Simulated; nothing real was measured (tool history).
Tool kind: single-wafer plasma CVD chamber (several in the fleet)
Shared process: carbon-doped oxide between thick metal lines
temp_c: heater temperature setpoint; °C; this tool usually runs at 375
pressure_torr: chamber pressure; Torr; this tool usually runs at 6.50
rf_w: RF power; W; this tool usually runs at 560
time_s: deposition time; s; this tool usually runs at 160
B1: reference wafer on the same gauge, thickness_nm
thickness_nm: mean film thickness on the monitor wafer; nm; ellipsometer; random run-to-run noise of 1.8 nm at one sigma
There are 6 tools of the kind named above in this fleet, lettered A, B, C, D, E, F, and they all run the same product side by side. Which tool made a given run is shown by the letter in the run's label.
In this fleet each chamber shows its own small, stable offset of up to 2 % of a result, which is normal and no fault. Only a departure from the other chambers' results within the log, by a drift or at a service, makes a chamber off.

Run 1E, hour 2.9: usual settings; B1 708.09. Result: thickness_nm 831.77 nm.
Run 2A, hour 8.9: usual settings; B1 708.07. Result: thickness_nm 854.05 nm.
Run 3B, hour 13.4: usual settings; B1 707.71. Result: thickness_nm 851.69 nm.
Run 4C, hour 16.1: usual settings; B1 708.08. Result: thickness_nm 858.23 nm.
Run 5D, hour 20.7: usual settings; B1 707.86. Result: thickness_nm 838.88 nm.
Run 6F, hour 23.6: usual settings but temp_c 386 °C, time_s 173 s; B1 707.67. Result: thickness_nm 894.19 nm.
Run 7A, hour 28.6: usual settings but temp_c 386 °C, time_s 173 s; B1 707.93. Result: thickness_nm 900.58 nm.
Run 8F, hour 32.4: usual settings but temp_c 386 °C, time_s 173 s; B1 707.77. Result: thickness_nm 894.95 nm.
Run 9D, hour 35.2: usual settings but temp_c 386 °C, time_s 173 s; B1 708.00. Result: thickness_nm 889.94 nm.
Run 10B, hour 40.9: usual settings but temp_c 386 °C, time_s 173 s; B1 708.32. Result: thickness_nm 904.03 nm.
Run 11C, hour 45.3: usual settings but temp_c 386 °C, time_s 173 s; B1 708.29. Result: thickness_nm 906.71 nm.
Run 12E, hour 49.3: usual settings; B1 707.82. Result: thickness_nm 833.87 nm.
Run 13D, hour 52.7: usual settings; B1 708.35. Result: thickness_nm 842.07 nm.
Run 14E, hour 55.9: usual settings; B1 708.11. Result: thickness_nm 831.46 nm.
Run 15B, hour 60.0: usual settings; B1 707.99. Result: thickness_nm 850.41 nm.
Run 16C, hour 62.9: usual settings; B1 708.11. Result: thickness_nm 850.82 nm.
Run 17F, hour 67.2: usual settings; B1 707.95. Result: thickness_nm 840.29 nm.
At hour 72.4: chamber F: thermocouple changed; heater temperature recalibrated.
Run 18A, hour 72.7: usual settings; B1 708.10. Result: thickness_nm 852.59 nm.
Run 19F, hour 75.5: usual settings; B1 708.29. Result: thickness_nm 842.62 nm.
Run 20D, hour 80.0: usual settings; B1 708.18. Result: thickness_nm 838.77 nm.
Run 21B, hour 83.1: usual settings; B1 707.80. Result: thickness_nm 852.04 nm.
Run 22A, hour 86.2: usual settings but temp_c 381 °C; B1 707.95. Result: thickness_nm 842.58 nm.
Run 23E, hour 90.7: usual settings but temp_c 381 °C; B1 707.65. Result: thickness_nm 820.94 nm.
Run 24C, hour 94.2: usual settings but temp_c 381 °C; B1 707.74. Result: thickness_nm 840.82 nm.
Run 25C, hour 98.9: usual settings but temp_c 381 °C; B1 707.83. Result: thickness_nm 836.01 nm.
Run 26E, hour 102.9: usual settings but temp_c 381 °C; B1 708.02. Result: thickness_nm 821.07 nm.
Run 27F, hour 106.2: usual settings but temp_c 381 °C; B1 708.00. Result: thickness_nm 828.75 nm.
Run 28A, hour 110.9: usual settings; B1 707.83. Result: thickness_nm 852.13 nm.
Run 29B, hour 117.0: usual settings; B1 707.56. Result: thickness_nm 852.27 nm.
Run 30D, hour 120.5: usual settings; B1 707.99. Result: thickness_nm 840.40 nm.
Run 31C, hour 124.7: usual settings; B1 707.92. Result: thickness_nm 841.44 nm.
Run 32E, hour 128.6: usual settings; B1 708.11. Result: thickness_nm 830.36 nm.
Run 33B, hour 132.2: usual settings; B1 707.78. Result: thickness_nm 851.49 nm.
Run 34D, hour 135.7: usual settings; B1 708.01. Result: thickness_nm 837.69 nm.
Run 35F, hour 140.8: usual settings but pressure_torr 5.86 Torr; B1 708.17. Result: thickness_nm 834.58 nm.
Run 36A, hour 146.8: usual settings but pressure_torr 5.86 Torr; B1 707.98. Result: thickness_nm 843.79 nm.
Run 37D, hour 152.9: usual settings but pressure_torr 5.86 Torr; B1 708.25. Result: thickness_nm 824.11 nm.
Run 38E, hour 159.0: usual settings but pressure_torr 5.86 Torr; B1 707.79. Result: thickness_nm 822.64 nm.
Run 39A, hour 165.2: usual settings but pressure_torr 5.86 Torr; B1 707.98. Result: thickness_nm 842.24 nm.

Is one chamber out of step, is the gauge drifting, or do the chambers differ by no more than their own small offsets? For an off chamber, give its letter and the likeliest cause.

Little by little, chamber C moves away from the other chambers.
Likeliest cause: delivered RF power below the setpoint (%) = 4.89.

Here are 4 candidates for chamber C's next run, each the usual settings with a change, their results left as question marks. Which one brings its results back in line with what the others give on the usual settings?
Counts as in line when no further than this from what the other chambers average on the usual settings: thickness_nm 6.70 nm
Run 40C-1, hour 169.7: usual settings but rf_w 575 W. Result: thickness_nm ?.
Run 40C-2, hour 169.7: usual settings but pressure_torr 6.52 Torr, rf_w 565 W, time_s 164 s. Result: thickness_nm ?.
Run 40C-3, hour 169.7: usual settings but rf_w 545 W. Result: thickness_nm ?.
Run 40C-4, hour 169.7: usual settings but temp_c 390 °C. Result: thickness_nm ?.

The mean the other chambers reach with the usual settings: thickness_nm 843.51 nm
  run  thickness_nm
40C-1        843.43
40C-2        855.63
40C-3        816.88
40C-4        807.73
With 40C-1, the chamber falls back in line with the rest.
